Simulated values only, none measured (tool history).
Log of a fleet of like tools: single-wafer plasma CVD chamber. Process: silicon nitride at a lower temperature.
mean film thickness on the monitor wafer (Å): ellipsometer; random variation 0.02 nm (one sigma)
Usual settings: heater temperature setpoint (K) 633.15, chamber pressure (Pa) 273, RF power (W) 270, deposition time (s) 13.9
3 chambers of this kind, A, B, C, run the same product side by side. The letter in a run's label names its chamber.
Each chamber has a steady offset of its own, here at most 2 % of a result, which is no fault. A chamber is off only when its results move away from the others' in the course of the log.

| run | day | heater temperature setpoint (K) | chamber pressure (Pa) | RF power (W) | deposition time (s) | hours since the last thermocouple change | hours since the last RF generator calibration | hours since the last manometer calibration | read-back reference wafer on the same gauge, thickness_nm | mean film thickness on the monitor wafer (Å) |
|---|---|---|---|---|---|---|---|---|---|---|
| 1B | 0.354 | 633.15 | 273 | 270 | 13.9 | 721.1 | 950.6 | 999.1 | 16.194 | 163.3 |
| 2C | 0.646 | 633.15 | 273 | 270 | 13.9 | 410.3 | 114.4 | 1017.7 | 16.194 | 161.98 |
| 3A | 1.012 | 633.15 | 273 | 270 | 13.9 | 2020.8 | 793.7 | 1284 | 16.193 | 159.58 |
| 4A | 1.338 | 633.15 | 273 | 270 | 13.9 | 2028.6 | 801.5 | 1291.8 | 16.187 | 159.32 |
| 5C | 1.733 | 633.15 | 273 | 270 | 13.9 | 436.4 | 140.5 | 1043.8 | 16.182 | 161.56 |
| 6B | 2.067 | 633.15 | 273 | 270 | 13.9 | 762.2 | 991.7 | 1040.2 | 16.177 | 162.75 |
| 7A | 2.421 | 633.15 | 273 | 270 | 13.9 | 2054.6 | 827.5 | 1317.8 | 16.18 | 159.47 |
|  | 2.45 | chamber B: capacitance manometer re-zeroed and calibrated |
| 8C | 2.912 | 633.15 | 273 | 270 | 13.9 | 464.7 | 168.8 | 1072.1 | 16.173 | 161.34 |
| 9B | 3.417 | 633.15 | 273 | 270 | 13.9 | 794.6 | 1024.1 | 23.3 | 16.167 | 163.12 |
| 10B | 3.85 | 633.15 | 273 | 270 | 13.9 | 805 | 1034.5 | 33.7 | 16.164 | 162.43 |
| 11A | 4.233 | 633.15 | 273 | 270 | 13.9 | 2098.1 | 871 | 1361.3 | 16.165 | 159.35 |
| 12C | 4.658 | 633.15 | 273 | 270 | 13.9 | 506.6 | 210.7 | 1114 | 16.157 | 161.4 |
| 13A | 5.171 | 633.15 | 273 | 270 | 13.9 | 2120.6 | 893.5 | 1383.8 | 16.147 | 159.2 |
| 14C | 5.533 | 633.15 | 273 | 270 | 13.9 | 527.6 | 231.7 | 1135 | 16.143 | 161.37 |
| 15B | 5.846 | 633.15 | 273 | 270 | 13.9 | 852.9 | 1082.4 | 81.6 | 16.143 | 162.51 |
| 16A | 6.233 | 633.15 | 273 | 270 | 13.9 | 2146.1 | 919 | 1409.3 | 16.143 | 159.39 |
| 17B | 6.604 | 633.15 | 273 | 270 | 13.9 | 871.1 | 1100.6 | 99.8 | 16.135 | 162.65 |
| 18C | 6.904 | 620.15 | 273 | 270 | 13.9 | 560.5 | 264.6 | 1167.9 | 16.136 | 162.09 |
| 19C | 7.45 | 620.15 | 273 | 270 | 13.9 | 573.6 | 277.7 | 1181 | 16.129 | 161.9 |
|  | 7.746 | chamber A: thermocouple changed; heater temperature recalibrated |
| 20A | 7.958 | 620.15 | 273 | 270 | 13.9 | 5.2 | 960.4 | 1450.7 | 16.125 | 160.05 |
| 21B | 8.483 | 623.15 | 273 | 270 | 12.6 | 916.2 | 1145.7 | 144.9 | 16.126 | 147.91 |

Is one chamber off against the others, does the gauge drift, or is nothing wrong? If a chamber is off, say which, and what the likeliest cause is.

The gauge drifts, so all chambers seem to drift together. No chamber is off.
Cause: gauge reads low (%) = 0.514.
